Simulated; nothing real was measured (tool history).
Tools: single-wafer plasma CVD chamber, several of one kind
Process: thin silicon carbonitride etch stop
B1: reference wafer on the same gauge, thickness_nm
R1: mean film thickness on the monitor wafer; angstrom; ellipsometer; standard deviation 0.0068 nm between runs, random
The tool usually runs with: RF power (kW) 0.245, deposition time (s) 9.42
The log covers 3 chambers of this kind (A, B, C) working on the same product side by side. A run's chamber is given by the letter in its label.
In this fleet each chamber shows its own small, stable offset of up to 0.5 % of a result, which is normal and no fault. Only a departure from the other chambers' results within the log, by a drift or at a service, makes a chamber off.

{"run": "1B", "hour": 4.7, "RF power (kW)": 0.245, "deposition time (s)": 9.42, "B1": 6.1325, "R1": 57.208}
{"run": "2C", "hour": 8.6, "RF power (kW)": 0.245, "deposition time (s)": 9.42, "B1": 6.1336, "R1": 57.001}
{"run": "3A", "hour": 10.9, "RF power (kW)": 0.245, "deposition time (s)": 9.42, "B1": 6.1342, "R1": 57.036}
{"run": "4A", "hour": 15.2, "RF power (kW)": 0.245, "deposition time (s)": 9.42, "B1": 6.1359, "R1": 57.003}
{"run": "5C", "hour": 17.9, "RF power (kW)": 0.245, "deposition time (s)": 9.42, "B1": 6.1371, "R1": 56.984}
{"run": "6B", "hour": 21.2, "RF power (kW)": 0.245, "deposition time (s)": 9.42, "B1": 6.1365, "R1": 57.263}
{"run": "7C", "hour": 25.7, "RF power (kW)": 0.245, "deposition time (s)": 9.42, "B1": 6.1389, "R1": 57.055}
{"run": "8B", "hour": 29.2, "RF power (kW)": 0.245, "deposition time (s)": 9.42, "B1": 6.1419, "R1": 57.311}
{"run": "9A", "hour": 34.1, "RF power (kW)": 0.245, "deposition time (s)": 9.42, "B1": 6.1433, "R1": 57.132}
{"run": "10B", "hour": 38.9, "RF power (kW)": 0.29, "deposition time (s)": 10.75, "B1": 6.145, "R1": 68.801}
{"run": "11A", "hour": 41.9, "RF power (kW)": 0.29, "deposition time (s)": 10.75, "B1": 6.1463, "R1": 68.43}
{"run": "12C", "hour": 45.2, "RF power (kW)": 0.29, "deposition time (s)": 10.75, "B1": 6.1487, "R1": 68.309}
{"run": "13C", "hour": 48.2, "RF power (kW)": 0.245, "deposition time (s)": 9.42, "B1": 6.1492, "R1": 57.033}
{"run": "14B", "hour": 51.0, "RF power (kW)": 0.245, "deposition time (s)": 9.42, "B1": 6.1505, "R1": 57.307}
{"run": "15A", "hour": 53.2, "RF power (kW)": 0.26, "deposition time (s)": 10.31, "B1": 6.1479, "R1": 63.7}
{"run": "16B", "hour": 57.0, "RF power (kW)": 0.26, "deposition time (s)": 10.31, "B1": 6.1524, "R1": 63.946}
{"run": "17A", "hour": 59.9, "RF power (kW)": 0.26, "deposition time (s)": 10.31, "B1": 6.1524, "R1": 63.646}
{"run": "18C", "hour": 62.0, "RF power (kW)": 0.245, "deposition time (s)": 9.42, "B1": 6.1535, "R1": 57.045}
{"run": "19C", "hour": 64.7, "RF power (kW)": 0.285, "deposition time (s)": 10.15, "B1": 6.152, "R1": 64.154}
{"run": "20B", "hour": 69.4, "RF power (kW)": 0.285, "deposition time (s)": 10.15, "B1": 6.1573, "R1": 64.88}
{"run": "21A", "hour": 71.8, "RF power (kW)": 0.285, "deposition time (s)": 10.15, "B1": 6.159, "R1": 64.344}
{"run": "22B", "hour": 74.5, "RF power (kW)": 0.245, "deposition time (s)": 9.42, "B1": 6.1579, "R1": 57.458}
{"run": "23C", "hour": 77.3, "RF power (kW)": 0.245, "deposition time (s)": 9.42, "B1": 6.1586, "R1": 57.178}

For the next run the whole fleet of 3 chambers uses the same settings. Give each chamber's results:
{"run": "24A", "hour": 80.9, "RF power (kW)": 0.245, "deposition time (s)": 9.42, "R1": "?"}
{"run": "24B", "hour": 80.9, "RF power (kW)": 0.245, "deposition time (s)": 9.42, "R1": "?"}
{"run": "24C", "hour": 80.9, "RF power (kW)": 0.245, "deposition time (s)": 9.42, "R1": "?"}

run=24A R1=57.324
run=24B R1=57.512
run=24C R1=57.174
